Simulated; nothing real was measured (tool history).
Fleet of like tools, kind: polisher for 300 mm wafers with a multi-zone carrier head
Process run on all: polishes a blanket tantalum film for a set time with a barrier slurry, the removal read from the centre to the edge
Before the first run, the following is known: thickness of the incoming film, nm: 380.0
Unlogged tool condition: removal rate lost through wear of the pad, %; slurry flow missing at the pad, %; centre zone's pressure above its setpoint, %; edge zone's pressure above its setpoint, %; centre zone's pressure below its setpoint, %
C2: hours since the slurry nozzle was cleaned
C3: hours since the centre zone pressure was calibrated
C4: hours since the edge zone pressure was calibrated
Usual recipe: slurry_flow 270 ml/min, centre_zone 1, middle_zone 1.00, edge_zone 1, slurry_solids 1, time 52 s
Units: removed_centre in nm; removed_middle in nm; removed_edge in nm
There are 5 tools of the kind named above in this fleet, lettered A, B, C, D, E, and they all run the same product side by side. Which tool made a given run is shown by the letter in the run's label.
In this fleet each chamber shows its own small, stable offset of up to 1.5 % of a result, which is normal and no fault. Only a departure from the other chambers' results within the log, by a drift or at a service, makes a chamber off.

Run 1D, day 0.254: usual settings; wafers polished on this pad 420; C2 158.6; C3 570.3; C4 332.8. Result: removed_centre 151.66 nm, removed_middle 151.590 nm, removed_edge 147.440 nm.
At day 0.292: chamber E: worn pad replaced by a new one.
Run 2E, day 0.675: usual settings; wafers polished on this pad 77; C2 39.0; C3 607.7; C4 108.4. Result: removed_centre 149.50 nm, removed_middle 152.640 nm, removed_edge 151.600 nm.
At day 0.679: chamber A: slurry nozzle cleaned.
Run 3A, day 1.142: usual settings; wafers polished on this pad 666; C2 11.1; C3 751.2; C4 80.7. Result: removed_centre 150.88 nm, removed_middle 148.660 nm, removed_edge 155.180 nm.
At day 1.212: chamber B: centre zone pressure recalibrated.
Run 4C, day 1.412: usual settings; wafers polished on this pad 286; C2 675.9; C3 512.4; C4 70.7. Result: removed_centre 147.62 nm, removed_middle 150.700 nm, removed_edge 147.860 nm.
Run 5B, day 1.879: usual settings; wafers polished on this pad 496; C2 316.2; C3 16.1; C4 131.8. Result: removed_centre 150.36 nm, removed_middle 148.310 nm, removed_edge 149.440 nm.
At day 2.171: chamber A: worn pad replaced by a new one.
Run 6B, day 2.321: usual settings; wafers polished on this pad 585; C2 326.8; C3 26.7; C4 142.4. Result: removed_centre 152.71 nm, removed_middle 150.700 nm, removed_edge 151.430 nm.
At day 2.375: chamber C: worn pad replaced by a new one.
Run 7E, day 2.808: usual settings; wafers polished on this pad 510; C2 90.2; C3 658.9; C4 159.6. Result: removed_centre 152.09 nm, removed_middle 150.660 nm, removed_edge 154.220 nm.
Run 8D, day 3.346: usual settings; wafers polished on this pad 1047; C2 232.8; C3 644.5; C4 407.0. Result: removed_centre 154.10 nm, removed_middle 150.560 nm, removed_edge 151.750 nm.
At day 3.442: chamber D: worn pad replaced by a new one.
Run 9C, day 3.629: usual settings; wafers polished on this pad 254; C2 729.1; C3 565.6; C4 123.9. Result: removed_centre 148.94 nm, removed_middle 148.630 nm, removed_edge 148.460 nm.
Run 10A, day 4.083: usual settings; wafers polished on this pad 388; C2 81.7; C3 821.8; C4 151.3. Result: removed_centre 148.36 nm, removed_middle 148.730 nm, removed_edge 150.740 nm.
At day 4.183: chamber E: worn pad replaced by a new one.
Run 11D, day 4.354: usual settings; wafers polished on this pad 186; C2 257.0; C3 668.7; C4 431.2. Result: removed_centre 153.02 nm, removed_middle 153.740 nm, removed_edge 149.160 nm.
At day 4.650: chamber B: worn pad replaced by a new one.
At day 4.754: chamber C: worn pad replaced by a new one.
Run 12B, day 4.783: usual settings; wafers polished on this pad 27; C2 385.9; C3 85.8; C4 201.5. Result: removed_centre 148.41 nm, removed_middle 149.750 nm, removed_edge 149.310 nm.
At day 4.950: chamber B: slurry nozzle cleaned.
Run 13A, day 5.033: usual settings; wafers polished on this pad 581; C2 104.5; C3 844.6; C4 174.1. Result: removed_centre 150.23 nm, removed_middle 148.890 nm, removed_edge 151.730 nm.
Run 14E, day 5.442: usual settings; wafers polished on this pad 255; C2 153.4; C3 722.1; C4 222.8. Result: removed_centre 148.46 nm, removed_middle 150.510 nm, removed_edge 151.630 nm.
At day 5.658: chamber D: slurry nozzle cleaned.
Run 15C, day 5.825: usual settings; wafers polished on this pad 217; C2 781.8; C3 618.3; C4 176.6. Result: removed_centre 152.27 nm, removed_middle 149.800 nm, removed_edge 150.420 nm.
Run 16B, day 6.138: usual settings; wafers polished on this pad 302; C2 28.5; C3 118.3; C4 234.0. Result: removed_centre 147.21 nm, removed_middle 149.350 nm, removed_edge 153.430 nm.
At day 6.379: chamber A: centre zone pressure recalibrated.
Run 17C, day 6.483: usual settings; wafers polished on this pad 351; C2 797.6; C3 634.1; C4 192.4. Result: removed_centre 147.38 nm, removed_middle 149.930 nm, removed_edge 150.110 nm.
At day 6.796: chamber A: worn pad replaced by a new one.
Run 18E, day 6.804: usual settings but time 35 s; wafers polished on this pad 532; C2 186.1; C3 754.8; C4 255.5. Result: removed_centre 101.92 nm, removed_middle 100.620 nm, removed_edge 103.890 nm.
Run 19A, day 7.233: usual settings but time 35 s; wafers polished on this pad 89; C2 157.3; C3 20.6; C4 226.9. Result: removed_centre 102.37 nm, removed_middle 101.210 nm, removed_edge 100.870 nm.
At day 7.258: chamber C: worn pad replaced by a new one.
At day 7.546: chamber D: worn pad replaced by a new one.
Run 20D, day 7.675: usual settings but time 35 s; wafers polished on this pad 26; C2 48.4; C3 748.4; C4 510.9. Result: removed_centre 102.18 nm, removed_middle 101.780 nm, removed_edge 102.550 nm.
At day 8.092: chamber E: worn pad replaced by a new one.
Run 21A, day 8.212: usual settings but time 35 s; wafers polished on this pad 288; C2 180.8; C3 44.1; C4 250.4. Result: removed_centre 101.88 nm, removed_middle 99.658 nm, removed_edge 99.938 nm.
Run 22D, day 8.454: usual settings but time 35 s; wafers polished on this pad 184; C2 67.1; C3 767.1; C4 529.6. Result: removed_centre 103.36 nm, removed_middle 100.980 nm, removed_edge 100.390 nm.
Run 23E, day 8.746: usual settings; wafers polished on this pad 133; C2 232.7; C3 801.4; C4 302.1. Result: removed_centre 146.27 nm, removed_middle 149.060 nm, removed_edge 152.050 nm.
Run 24B, day 9.171: usual settings; wafers polished on this pad 917; C2 101.3; C3 191.1; C4 306.8. Result: removed_centre 151.71 nm, removed_middle 149.430 nm, removed_edge 146.900 nm.
Run 25C, day 9.492: usual settings; wafers polished on this pad 453; C2 869.8; C3 706.3; C4 264.6. Result: removed_centre 138.87 nm, removed_middle 148.590 nm, removed_edge 150.580 nm.
At day 9.988: chamber D: edge zone pressure recalibrated.
At day 9.992: chamber B: worn pad replaced by a new one.
Run 26A, day 10.012: usual settings but slurry_flow 190 ml/min, time 68 s; wafers polished on this pad 653; C2 224.0; C3 87.3; C4 293.6. Result: removed_centre 185.94 nm, removed_middle 187.320 nm, removed_edge 190.660 nm.
At day 10.188: chamber C: worn pad replaced by a new one.
Run 27B, day 10.375: usual settings but slurry_flow 190 ml/min, time 68 s; wafers polished on this pad 77; C2 130.2; C3 220.0; C4 335.7. Result: removed_centre 185.60 nm, removed_middle 188.870 nm, removed_edge 192.100 nm.
Run 28C, day 10.804: usual settings but slurry_flow 190 ml/min, time 68 s; wafers polished on this pad 125; C2 901.3; C3 737.8; C4 296.1. Result: removed_centre 170.40 nm, removed_middle 186.220 nm, removed_edge 188.870 nm.
Run 29E, day 11.262: usual settings but slurry_flow 190 ml/min, time 68 s; wafers polished on this pad 644; C2 293.1; C3 861.8; C4 362.5. Result: removed_centre 181.42 nm, removed_middle 185.600 nm, removed_edge 189.690 nm.
At day 11.467: chamber C: slurry nozzle cleaned.
Run 30D, day 11.550: usual settings but slurry_flow 190 ml/min, time 68 s; wafers polished on this pad 812; C2 141.4; C3 841.4; C4 37.6. Result: removed_centre 188.57 nm, removed_middle 189.640 nm, removed_edge 188.800 nm.
At day 11.600: chamber A: slurry nozzle cleaned.
At day 11.688: chamber A: worn pad replaced by a new one.
At day 11.754: chamber B: edge zone pressure recalibrated.
At day 11.929: chamber E: worn pad replaced by a new one.
Run 31D, day 12.050: usual settings; wafers polished on this pad 914; C2 153.4; C3 853.4; C4 49.6. Result: removed_centre 153.21 nm, removed_middle 152.390 nm, removed_edge 147.680 nm.
At day 12.350: chamber E: slurry nozzle cleaned.
Run 32E, day 12.404: usual settings; wafers polished on this pad 97; C2 1.3; C3 889.2; C4 389.9. Result: removed_centre 151.66 nm, removed_middle 152.840 nm, removed_edge 152.180 nm.
At day 12.488: chamber C: worn pad replaced by a new one.
Run 33C, day 12.729: usual settings; wafers polished on this pad 49; C2 30.4; C3 784.0; C4 342.3. Result: removed_centre 136.45 nm, removed_middle 153.560 nm, removed_edge 150.120 nm.
Run 34B, day 12.962: usual settings; wafers polished on this pad 602; C2 192.3; C3 282.1; C4 29.0. Result: removed_centre 148.91 nm, removed_middle 149.960 nm, removed_edge 152.190 nm.
Run 35A, day 13.267: usual settings; wafers polished on this pad 320; C2 40.0; C3 165.4; C4 371.7. Result: removed_centre 151.13 nm, removed_middle 148.190 nm, removed_edge 152.790 nm.

What goes on in this fleet: one chamber off, a drifting gauge, or nothing beyond the chambers' own small offsets? Name the chamber and the cause, if any.

Little by little, chamber C moves away from the other chambers.
Cause: centre zone's pressure below its setpoint, % = 9.06.

Below are 4 candidate recipes for chamber C's next run, each the usual settings with a change, their results shown as question marks. Which of them brings C's results back in line with what the other chambers give on the usual settings?
Counts as in line when no further than this from what the other chambers average on the usual settings: removed_centre 7.20 nm; removed_middle 4.100 nm; removed_edge 6.200 nm
Run 36C-1, day 13.658: usual settings but slurry_flow 265 ml/min, centre_zone 0.92, middle_zone 1.02, edge_zone 1.02, time 51 s. Result: removed_centre ?, removed_middle ?, removed_edge ?.
Run 36C-2, day 13.658: usual settings but slurry_flow 260 ml/min, centre_zone 0.86, middle_zone 1.04, edge_zone 1.04, time 50 s. Result: removed_centre ?, removed_middle ?, removed_edge ?.
Run 36C-3, day 13.658: usual settings but slurry_flow 280 ml/min, centre_zone 1.14, middle_zone 0.96, edge_zone 0.96, time 54 s. Result: removed_centre ?, removed_middle ?, removed_edge ?.
Run 36C-4, day 13.658: usual settings but slurry_flow 275 ml/min, centre_zone 1.08, middle_zone 0.98, edge_zone 0.98, time 53 s. Result: removed_centre ?, removed_middle ?, removed_edge ?.

Average result of the remaining chambers running the usual settings: removed_centre 150.55 nm; removed_middle 150.320 nm; removed_edge 151.360 nm
  run  removed_centre  removed_middle  removed_edge
36C-1          119.58         149.970       148.030
36C-2          108.39         149.410       146.360
36C-3          161.67         150.930       152.630
36C-4          149.20         150.720       151.160
36C-4 is the one that brings the chamber's results back in line with the other chambers.
